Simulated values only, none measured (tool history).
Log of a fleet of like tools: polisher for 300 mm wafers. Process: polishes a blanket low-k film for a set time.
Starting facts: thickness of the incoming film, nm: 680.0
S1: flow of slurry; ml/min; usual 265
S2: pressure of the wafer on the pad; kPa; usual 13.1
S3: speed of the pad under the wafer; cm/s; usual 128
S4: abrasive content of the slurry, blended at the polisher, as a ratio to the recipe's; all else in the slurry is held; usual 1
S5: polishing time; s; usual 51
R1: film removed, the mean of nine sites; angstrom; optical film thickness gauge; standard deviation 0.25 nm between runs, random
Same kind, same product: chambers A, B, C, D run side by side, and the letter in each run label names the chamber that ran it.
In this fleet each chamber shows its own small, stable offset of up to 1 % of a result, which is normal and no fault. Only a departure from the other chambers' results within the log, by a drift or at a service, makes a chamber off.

run   hour   S1    S2   S3   S4  S5      R1
 1A      9  265  13.1  128    1  51  293.97
      11.9  -- chamber A: conditioning disc replaced and pad reconditioned
 2B   15.3  265  13.1  128    1  51  294.88
 3C   20.4  265  13.1  128    1  51  289.57
      23.2  -- chamber C: slurry nozzle cleaned
 4D     30  265  13.1  128    1  51  292.58
 5C   39.1  265  13.1  128    1  51  292.26
      43.5  -- chamber A: slurry blender recalibrated
 6B     46  265  13.1  128    1  51  295.36
      50.5  -- chamber A: worn pad replaced by a new one
 7A   52.2  265  13.1  128    1  51  289.19
 8D   57.7  265  13.1  128    1  51  290.03
      57.9  -- chamber C: head pressure recalibrated
 9C   65.3  265  13.1  128    1  51  291.97
10B   73.8  265  13.1  128    1  51  293.77
      77.6  -- chamber B: worn pad replaced by a new one
11A   81.7  265  13.1  128    1  51  288.05
      84.4  -- chamber D: slurry nozzle cleaned
      87.7  -- chamber C: conditioning disc replaced and pad reconditioned
12D   87.9  265  13.1  128    1  51  287.14
      97.5  -- chamber B: slurry blender recalibrated
13C   97.9  265  13.1  128    1  51   292.2
14D  107.7  265  13.1  128    1  51  284.52
15B  114.7  265  13.1  128    1  51  289.57
16A  120.7  265  13.1  128    1  51  290.09
     129.2  -- chamber D: head pressure recalibrated
17D  129.3  265  13.1  128    1  51  284.19
18C  135.5  265  13.1  128    1  51  291.72
     137.4  -- chamber B: conditioning disc replaced and pad reconditioned
19A  140.8  265  13.1  154    1  51  337.13
20B  150.9  265  13.1  154    1  51  339.39
21B  156.9  265  13.1  154    1  51  343.63
     157.6  -- chamber C: worn pad replaced by a new one
     158.6  -- chamber A: worn pad replaced by a new one
22D  164.5  265  13.1  154    1  51  327.09
23C  174.7  265  15.9  128    1  51  353.13
24A  179.7  265  15.9  128    1  51  348.16
     185.7  -- chamber A: slurry nozzle cleaned
25C  188.6  265  15.9  128    1  51  354.47
     195.5  -- chamber C: conditioning disc replaced and pad reconditioned
26D  196.8  265  15.9  128    1  51   330.3
27B  201.8  265  13.1  128    1  51  289.94
       204  -- chamber B: slurry nozzle cleaned
28A  206.3  265  13.1  128    1  51  291.36
29A  211.8  265  13.1  128    1  51  293.72
       215  -- chamber B: worn pad replaced by a new one
30D  218.5  265  13.1  104    1  62  287.43
31B    225  265  13.1  104    1  62  299.93
32C  232.1  265  13.1  104    1  62  300.55
     235.9  -- chamber D: conditioning disc replaced and pad reconditioned
33A  242.2  265  13.1  104    1  62  300.37
     243.5  -- chamber D: slurry blender recalibrated
34B  251.3  345  13.1  128  1.1  51  305.46
     256.2  -- chamber A: head pressure recalibrated
35C  257.2  345  13.1  128  1.1  51  307.51
36D  263.5  345  13.1  128  1.1  51  291.26
     264.1  -- chamber A: worn pad replaced by a new one
37B  272.3  345  13.1  128  1.1  51  309.44
     276.4  -- chamber C: slurry blender recalibrated
38C  280.4  265  13.1  128    1  51  290.16
39A  290.5  265  13.1  128    1  51  294.15
40D  297.2  265  13.1  128    1  51  271.57

All 4 chambers run these settings next. Forecast each chamber's results:
41A  304.4  235  13.1  128   1  51   ?
41B  304.4  235  13.1  128   1  51   ?
41C  304.4  235  13.1  128   1  51   ?
41D  304.4  235  13.1  128   1  51   ?

run      R1
41A  289.03
41B   290.4
41C  290.12
41D  265.05
